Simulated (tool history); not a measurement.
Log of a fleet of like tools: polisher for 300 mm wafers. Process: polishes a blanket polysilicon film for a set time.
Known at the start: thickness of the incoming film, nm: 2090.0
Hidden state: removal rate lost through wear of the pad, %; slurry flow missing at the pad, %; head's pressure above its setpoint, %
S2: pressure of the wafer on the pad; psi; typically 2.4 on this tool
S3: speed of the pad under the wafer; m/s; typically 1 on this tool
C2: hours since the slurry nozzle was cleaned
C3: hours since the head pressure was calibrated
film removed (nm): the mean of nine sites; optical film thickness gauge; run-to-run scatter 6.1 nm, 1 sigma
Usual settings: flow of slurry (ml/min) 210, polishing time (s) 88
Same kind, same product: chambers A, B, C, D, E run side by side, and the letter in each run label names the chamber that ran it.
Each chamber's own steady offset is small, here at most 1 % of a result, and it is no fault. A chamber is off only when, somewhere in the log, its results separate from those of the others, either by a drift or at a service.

{"run": "1B", "hour": 12.8, "flow of slurry (ml/min)": 210, "S2": 2.4, "S3": 1, "polishing time (s)": 88, "wafers polished on this pad": 495, "C2": 15.0, "C3": 128.6, "film removed (nm)": 514.76}
{"hour": 18.9, "done": "chamber C: head pressure recalibrated"}
{"run": "2A", "hour": 21.4, "flow of slurry (ml/min)": 210, "S2": 2.4, "S3": 1, "polishing time (s)": 88, "wafers polished on this pad": 898, "C2": 333.0, "C3": 446.0, "film removed (nm)": 507.44}
{"hour": 27.3, "done": "chamber A: worn pad replaced by a new one"}
{"run": "3E", "hour": 34.5, "flow of slurry (ml/min)": 210, "S2": 2.4, "S3": 1, "polishing time (s)": 88, "wafers polished on this pad": 849, "C2": 270.9, "C3": 199.9, "film removed (nm)": 507.95}
{"hour": 35.5, "done": "chamber E: worn pad replaced by a new one"}
{"run": "4C", "hour": 42.6, "flow of slurry (ml/min)": 210, "S2": 2.4, "S3": 1, "polishing time (s)": 88, "wafers polished on this pad": 561, "C2": 331.4, "C3": 23.8, "film removed (nm)": 528.07}
{"hour": 50.5, "done": "chamber B: worn pad replaced by a new one"}
{"run": "5D", "hour": 54.9, "flow of slurry (ml/min)": 210, "S2": 2.4, "S3": 1, "polishing time (s)": 88, "wafers polished on this pad": 832, "C2": 345.5, "C3": 1092.4, "film removed (nm)": 515.72}
{"hour": 57.3, "done": "chamber A: slurry nozzle cleaned"}
{"hour": 59.8, "done": "chamber D: worn pad replaced by a new one"}
{"run": "6A", "hour": 65.0, "flow of slurry (ml/min)": 210, "S2": 2.4, "S3": 1, "polishing time (s)": 88, "wafers polished on this pad": 431, "C2": 7.7, "C3": 489.6, "film removed (nm)": 518.19}
{"run": "7B", "hour": 74.4, "flow of slurry (ml/min)": 210, "S2": 2.4, "S3": 1, "polishing time (s)": 88, "wafers polished on this pad": 273, "C2": 76.6, "C3": 190.2, "film removed (nm)": 514.32}
{"run": "8D", "hour": 82.8, "flow of slurry (ml/min)": 210, "S2": 2.4, "S3": 1, "polishing time (s)": 88, "wafers polished on this pad": 263, "C2": 373.4, "C3": 1120.3, "film removed (nm)": 524.35}
{"hour": 82.9, "done": "chamber C: worn pad replaced by a new one"}
{"run": "9E", "hour": 91.4, "flow of slurry (ml/min)": 210, "S2": 2.4, "S3": 1, "polishing time (s)": 69, "wafers polished on this pad": 640, "C2": 327.8, "C3": 256.8, "film removed (nm)": 401.44}
{"hour": 98.0, "done": "chamber E: worn pad replaced by a new one"}
{"run": "10C", "hour": 99.7, "flow of slurry (ml/min)": 210, "S2": 2.4, "S3": 1, "polishing time (s)": 69, "wafers polished on this pad": 193, "C2": 388.5, "C3": 80.9, "film removed (nm)": 412.27}
{"run": "11E", "hour": 107.2, "flow of slurry (ml/min)": 210, "S2": 2.4, "S3": 1, "polishing time (s)": 69, "wafers polished on this pad": 105, "C2": 343.6, "C3": 272.6, "film removed (nm)": 408.86}
{"hour": 109.2, "done": "chamber A: worn pad replaced by a new one"}
{"run": "12D", "hour": 114.4, "flow of slurry (ml/min)": 210, "S2": 2.4, "S3": 1, "polishing time (s)": 69, "wafers polished on this pad": 624, "C2": 405.0, "C3": 1151.9, "film removed (nm)": 407.53}
{"hour": 120.1, "done": "chamber B: worn pad replaced by a new one"}
{"hour": 129.0, "done": "chamber E: slurry nozzle cleaned"}
{"run": "13A", "hour": 129.5, "flow of slurry (ml/min)": 210, "S2": 2.4, "S3": 1, "polishing time (s)": 69, "wafers polished on this pad": 232, "C2": 72.2, "C3": 554.1, "film removed (nm)": 411.55}
{"run": "14B", "hour": 140.4, "flow of slurry (ml/min)": 210, "S2": 2.4, "S3": 1, "polishing time (s)": 88, "wafers polished on this pad": 232, "C2": 142.6, "C3": 256.2, "film removed (nm)": 518.99}
{"hour": 141.7, "done": "chamber D: worn pad replaced by a new one"}
{"run": "15C", "hour": 152.0, "flow of slurry (ml/min)": 210, "S2": 2.4, "S3": 1, "polishing time (s)": 88, "wafers polished on this pad": 791, "C2": 440.8, "C3": 133.2, "film removed (nm)": 528.91}
{"run": "16E", "hour": 164.8, "flow of slurry (ml/min)": 210, "S2": 2.4, "S3": 1, "polishing time (s)": 88, "wafers polished on this pad": 764, "C2": 35.9, "C3": 330.2, "film removed (nm)": 510.33}
{"run": "17A", "hour": 174.2, "flow of slurry (ml/min)": 210, "S2": 2.7, "S3": 1, "polishing time (s)": 107, "wafers polished on this pad": 744, "C2": 116.9, "C3": 598.8, "film removed (nm)": 713.31}
{"hour": 176.6, "done": "chamber E: worn pad replaced by a new one"}
{"run": "18B", "hour": 184.0, "flow of slurry (ml/min)": 210, "S2": 2.7, "S3": 1, "polishing time (s)": 107, "wafers polished on this pad": 731, "C2": 186.2, "C3": 299.8, "film removed (nm)": 710.31}
{"hour": 184.8, "done": "chamber C: worn pad replaced by a new one"}
{"hour": 185.6, "done": "chamber E: head pressure recalibrated"}
{"hour": 191.3, "done": "chamber A: worn pad replaced by a new one"}
{"run": "19C", "hour": 195.2, "flow of slurry (ml/min)": 210, "S2": 2.7, "S3": 1, "polishing time (s)": 107, "wafers polished on this pad": 119, "C2": 484.0, "C3": 176.4, "film removed (nm)": 700.03}
{"hour": 195.7, "done": "chamber B: worn pad replaced by a new one"}
{"run": "20D", "hour": 210.2, "flow of slurry (ml/min)": 210, "S2": 2.7, "S3": 1, "polishing time (s)": 107, "wafers polished on this pad": 783, "C2": 500.8, "C3": 1247.7, "film removed (nm)": 728.07}
{"hour": 223.5, "done": "chamber D: worn pad replaced by a new one"}
{"run": "21B", "hour": 224.7, "flow of slurry (ml/min)": 210, "S2": 2.7, "S3": 1, "polishing time (s)": 107, "wafers polished on this pad": 331, "C2": 226.9, "C3": 340.5, "film removed (nm)": 726.71}
{"hour": 227.8, "done": "chamber A: head pressure recalibrated"}
{"run": "22A", "hour": 232.4, "flow of slurry (ml/min)": 210, "S2": 2.4, "S3": 1, "polishing time (s)": 88, "wafers polished on this pad": 470, "C2": 175.1, "C3": 4.6, "film removed (nm)": 525.85}
{"run": "23D", "hour": 245.5, "flow of slurry (ml/min)": 210, "S2": 2.4, "S3": 1, "polishing time (s)": 88, "wafers polished on this pad": 251, "C2": 536.1, "C3": 1283.0, "film removed (nm)": 521.32}
{"hour": 250.3, "done": "chamber E: worn pad replaced by a new one"}
{"run": "24C", "hour": 252.5, "flow of slurry (ml/min)": 210, "S2": 2.4, "S3": 1, "polishing time (s)": 88, "wafers polished on this pad": 774, "C2": 541.3, "C3": 233.7, "film removed (nm)": 530.56}
{"hour": 252.8, "done": "chamber D: head pressure recalibrated"}
{"run": "25E", "hour": 266.8, "flow of slurry (ml/min)": 210, "S2": 2.4, "S3": 1, "polishing time (s)": 88, "wafers polished on this pad": 188, "C2": 137.9, "C3": 81.3, "film removed (nm)": 525.32}
{"hour": 269.1, "done": "chamber C: worn pad replaced by a new one"}
{"hour": 272.3, "done": "chamber A: worn pad replaced by a new one"}
{"hour": 277.6, "done": "chamber B: worn pad replaced by a new one"}
{"run": "26C", "hour": 278.3, "flow of slurry (ml/min)": 210, "S2": 2.4, "S3": 1, "polishing time (s)": 88, "wafers polished on this pad": 105, "C2": 567.1, "C3": 259.5, "film removed (nm)": 518.1}
{"run": "27A", "hour": 292.2, "flow of slurry (ml/min)": 210, "S2": 2.4, "S3": 1, "polishing time (s)": 88, "wafers polished on this pad": 228, "C2": 234.9, "C3": 64.4, "film removed (nm)": 516.31}
{"hour": 294.0, "done": "chamber D: worn pad replaced by a new one"}
{"run": "28D", "hour": 304.5, "flow of slurry (ml/min)": 210, "S2": 2.4, "S3": 1, "polishing time (s)": 88, "wafers polished on this pad": 120, "C2": 595.1, "C3": 51.7, "film removed (nm)": 527.45}
{"run": "29B", "hour": 311.7, "flow of slurry (ml/min)": 210, "S2": 2.4, "S3": 1, "polishing time (s)": 88, "wafers polished on this pad": 390, "C2": 313.9, "C3": 427.5, "film removed (nm)": 515.54}
{"run": "30E", "hour": 323.0, "flow of slurry (ml/min)": 210, "S2": 2.4, "S3": 1, "polishing time (s)": 88, "wafers polished on this pad": 831, "C2": 194.1, "C3": 137.5, "film removed (nm)": 520.57}
{"hour": 323.5, "done": "chamber E: worn pad replaced by a new one"}
{"run": "31C", "hour": 332.5, "flow of slurry (ml/min)": 210, "S2": 2.4, "S3": 1, "polishing time (s)": 88, "wafers polished on this pad": 725, "C2": 621.3, "C3": 313.7, "film removed (nm)": 521.9}
{"run": "32E", "hour": 342.2, "flow of slurry (ml/min)": 210, "S2": 2.4, "S3": 1, "polishing time (s)": 88, "wafers polished on this pad": 214, "C2": 213.3, "C3": 156.7, "film removed (nm)": 514.78}
{"run": "33D", "hour": 355.8, "flow of slurry (ml/min)": 210, "S2": 2.4, "S3": 1, "polishing time (s)": 88, "wafers polished on this pad": 707, "C2": 646.4, "C3": 103.0, "film removed (nm)": 517.24}

Which is it: a chamber that has drifted or been left off by a service, a gauge drift common to all chambers, or only each chamber's usual small offset? If a chamber is off, name it and its likeliest cause.

The fleet is healthy, with each chamber sitting at its usual small offset and no drift in the gauge.

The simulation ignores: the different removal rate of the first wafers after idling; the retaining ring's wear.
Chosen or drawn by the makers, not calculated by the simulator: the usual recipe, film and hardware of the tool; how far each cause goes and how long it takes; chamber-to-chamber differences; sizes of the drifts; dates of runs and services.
